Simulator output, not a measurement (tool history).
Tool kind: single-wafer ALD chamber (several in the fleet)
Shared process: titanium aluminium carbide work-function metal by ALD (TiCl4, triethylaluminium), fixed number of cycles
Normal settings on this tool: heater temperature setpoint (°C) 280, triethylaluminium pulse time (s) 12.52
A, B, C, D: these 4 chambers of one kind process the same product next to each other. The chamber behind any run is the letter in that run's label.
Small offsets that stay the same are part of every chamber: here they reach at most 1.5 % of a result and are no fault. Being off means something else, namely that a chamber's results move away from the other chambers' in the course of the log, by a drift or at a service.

run	hour	heater temperature setpoint (°C)	triethylaluminium pulse time (s)	hours since the last thermocouple change	hours since the last triethylaluminium bottle change	read-back reference wafer on the same gauge, thickness_nm	mean film thickness on the monitor wafer (Å)
1B	9.8	280	12.52	1581.9	398.4	1.5201	18.387
2A	16.4	280	12.52	374.2	515.9	1.5198	18.676
3D	24.6	280	12.52	319.8	74.4	1.5214	18.554
4C	35.2	280	12.52	472.4	393.3	1.5189	18.613
5A	43.1	280	12.52	400.9	542.6	1.5196	18.678
6B	52.4	280	12.52	1624.5	441	1.5194	18.437
7C	60.5	280	12.52	497.7	418.6	1.5191	18.709
8D	65.6	280	12.52	360.8	115.4	1.5192	18.601
9A	75	280	12.52	432.8	574.5	1.5193	18.521
10C	85.1	280	12.52	522.3	443.2	1.5192	18.604
11B	95.2	280	12.52	1667.3	483.8	1.5187	18.384
12D	100	280	12.52	395.2	149.8	1.5205	18.636
13A	107	280	12.52	464.8	606.5	1.5196	18.665
14C	116.1	280	12.52	553.3	474.2	1.5199	18.686
15B	123.2	280	12.52	1695.3	511.8	1.5205	18.382
16D	130.7	287	14.14	425.9	180.5	1.521	19.428
17B	136.5	287	14.14	1708.6	525.1	1.52	19.081
18C	142.1	287	14.14	579.3	500.2	1.5197	19.396
19A	149.2	287	14.14	507	648.7	1.5204	19.41
20D	158.1	280	12.52	453.3	207.9	1.521	18.572
21A	166.8	280	12.52	524.6	666.3	1.5191	18.59
22C	174.3	280	12.52	611.5	532.4	1.5196	18.63
23B	179.3	280	12.52	1751.4	567.9	1.5205	18.304
# hour 183.4: chamber B: triethylaluminium bottle replaced
24D	184.8	280	12.52	480	234.6	1.5205	18.546
25B	192.6	272	15.94	1764.7	9.3	1.5197	17.907
26A	197.3	272	15.94	555.1	696.8	1.5205	18.062
27D	202.5	272	15.94	497.7	252.3	1.5187	18.169
28C	211.4	272	15.94	648.6	569.5	1.5201	18.108
29B	218	280	12.52	1790.1	34.7	1.5191	18.479
30C	227.6	280	12.52	664.8	585.7	1.5193	18.672
31D	232.8	280	12.52	528	282.6	1.5183	18.507
32A	240.1	280	12.52	597.9	739.6	1.5196	18.443
33A	245.6	285	12.52	603.4	745.1	1.5196	18.692
34D	256	285	12.52	551.2	305.8	1.5189	19.089
35B	266.4	285	12.52	1838.5	83.1	1.5201	18.814
36C	274.3	285	12.52	711.5	632.4	1.5194	19.168
37B	280.6	280	12.52	1852.7	97.3	1.519	18.374
38A	285.8	280	12.52	643.6	785.3	1.5205	18.175
39C	292.1	280	12.52	729.3	650.2	1.5205	18.653
40D	302	280	12.52	597.2	351.8	1.5196	18.653
41A	307.5	280	12.52	665.3	807	1.5202	18.131

Decide between three cases: one chamber stands off from its peers, the gauge reading all wafers drifts, or nothing is wrong past each chamber's small offset. Where a chamber is off, say which and what most likely put it there.

One chamber, A, drifts off from the rest bit by bit.
Likeliest cause: triethylaluminium dose below that of a fresh bottle (%) = 28.5.
It could be hard to tell apart here from: wafer temperature below the value expected at the setpoint (K).

Chamber A could run next with any of the 4 candidate recipes listed below; each alters the usual settings, and their results appear as question marks. Which one brings its results back in line with what the other chambers deliver on the usual settings?
In line means no further than this from the other chambers' mean on the usual settings: mean film thickness on the monitor wafer (Å) 0.21
42A-1	315.3	290	12.52				?
42A-2	315.3	286	12.52				?
42A-3	315.3	275	11.07				?
42A-4	315.3	280	10.66				?

The other chambers' mean on the usual settings: mean film thickness on the monitor wafer (Å) 18.55
run	mean film thickness on the monitor wafer (Å)
42A-1	18.917
42A-2	18.581
42A-3	17.287
42A-4	17.557
42A-2 puts the chamber back in line with the other chambers.

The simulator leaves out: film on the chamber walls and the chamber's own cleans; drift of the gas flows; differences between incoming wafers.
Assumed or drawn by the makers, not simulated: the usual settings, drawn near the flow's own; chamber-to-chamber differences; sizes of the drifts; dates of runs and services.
